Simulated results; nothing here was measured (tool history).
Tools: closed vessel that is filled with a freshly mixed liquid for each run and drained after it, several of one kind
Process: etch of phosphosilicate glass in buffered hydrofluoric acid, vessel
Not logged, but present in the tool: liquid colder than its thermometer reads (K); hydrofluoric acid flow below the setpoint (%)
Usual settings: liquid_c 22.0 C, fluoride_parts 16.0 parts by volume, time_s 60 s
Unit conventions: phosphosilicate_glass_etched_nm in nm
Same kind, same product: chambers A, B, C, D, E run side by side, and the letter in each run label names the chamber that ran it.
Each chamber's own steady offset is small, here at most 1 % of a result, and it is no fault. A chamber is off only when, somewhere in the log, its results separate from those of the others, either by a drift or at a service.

run,hour,liquid_c,fluoride_parts,time_s,hours since the thermometer was replaced,hours since the hydrofluoric acid flow meter was replaced,"read-back film thickness of the phosphosilicate glass reference wafer, read on the same gauge (nm)",phosphosilicate_glass_etched_nm
1D,5.2,22.0,16.0,60,1604.6,277.8,120.01,144.090
2E,10.7,22.0,16.0,60,892.7,942.1,119.99,141.410
3B,18.9,22.0,16.0,60,614.8,1180.8,120.01,143.060
4C,27.3,22.0,16.0,60,1341.1,402.8,119.99,143.320
5A,36.5,22.0,16.0,60,378.1,80.4,119.99,142.540
6D,41.4,22.0,16.0,60,1640.8,314.0,120.03,143.000
7B,49.8,22.0,16.0,60,645.7,1211.7,119.99,142.670
8C,55.2,22.0,16.0,60,1369.0,430.7,120.01,140.170
9A,63.4,22.0,16.0,60,405.0,107.3,119.99,144.340
10E,71.7,22.0,16.0,60,953.7,1003.1,120.02,143.740
11B,76.2,22.0,16.0,60,672.1,1238.1,120.01,139.900
12D,83.3,22.0,16.0,60,1682.7,355.9,119.99,143.420
13E,91.1,22.0,16.0,60,973.1,1022.5,120.04,141.860
14C,100.3,22.0,16.0,60,1414.1,475.8,120.02,142.040
15A,104.7,22.0,16.0,60,446.3,148.6,120.02,144.650
16A,113.7,22.0,16.0,60,455.3,157.6,120.00,142.410
17E,122.7,22.0,19.5,60,1004.7,1054.1,120.02,116.610
18D,129.7,22.0,19.5,60,1729.1,402.3,120.02,116.750
19C,137.6,22.0,19.5,60,1451.4,513.1,119.98,116.050
20B,143.9,22.0,19.5,60,739.8,1305.8,120.00,117.340
21D,149.3,22.0,19.5,60,1748.7,421.9,119.98,116.910
22E,157.1,22.0,16.0,60,1039.1,1088.5,119.99,140.760
23B,162.1,22.0,16.0,60,758.0,1324.0,120.01,140.970
24C,167.8,22.0,16.0,60,1481.6,543.3,119.99,138.920
25A,176.8,22.0,16.0,60,518.4,220.7,120.02,141.970
26A,183.4,24.5,16.0,40,525.0,227.3,120.03,107.830
27D,191.5,24.5,16.0,40,1790.9,464.1,119.99,108.710
# hour 196.6: chamber B: hydrofluoric acid flow meter replaced
28C,197.1,24.5,16.0,40,1510.9,572.6,120.02,105.580
29E,204.5,24.5,16.0,40,1086.5,1135.9,120.01,107.640
30B,209.6,24.5,16.0,40,805.5,13.1,119.97,107.070
# hour 217.3: chamber C: thermometer replaced
31C,218.1,22.0,16.0,60,0.9,593.6,120.01,137.870
32D,227.2,22.0,16.0,60,1826.6,499.8,120.03,140.910
33A,235.9,22.0,16.0,60,577.5,279.8,120.02,141.690
34B,245.2,22.0,16.0,60,841.1,48.7,119.97,142.010
35E,251.0,22.0,16.0,60,1133.0,1182.4,120.01,143.480
36E,259.3,19.0,16.0,45,1141.3,1190.7,120.00,90.791

What goes on in this fleet: one chamber off, a drifting gauge, or nothing beyond the chambers' own small offsets? Name the chamber and the cause, if any.

One chamber, C, drifts off from the rest bit by bit.
Likeliest cause: hydrofluoric acid flow below the setpoint (%) = 6.74.

Here are 4 candidates for chamber C's next run, each the usual settings with a change, their results left as question marks. Which one brings its results back in line with what the others give on the usual settings?
In line means no further than this from the other chambers' mean on the usual settings: phosphosilicate_glass_etched_nm 3.600 nm
37C-1,266.0,22.0,15.5,65,,,,?
37C-2,266.0,22.0,15.0,60,,,,?
37C-3,266.0,20.0,16.0,60,,,,?
37C-4,266.0,22.0,17.0,60,,,,?

Other chambers, usual settings, mean: phosphosilicate_glass_etched_nm 142.550 nm
run,phosphosilicate_glass_etched_nm
37C-1,150.020
37C-2,143.050
37C-3,120.040
37C-4,126.360
The right change is 37C-2: it brings the chamber back within the allowed miss of the others.

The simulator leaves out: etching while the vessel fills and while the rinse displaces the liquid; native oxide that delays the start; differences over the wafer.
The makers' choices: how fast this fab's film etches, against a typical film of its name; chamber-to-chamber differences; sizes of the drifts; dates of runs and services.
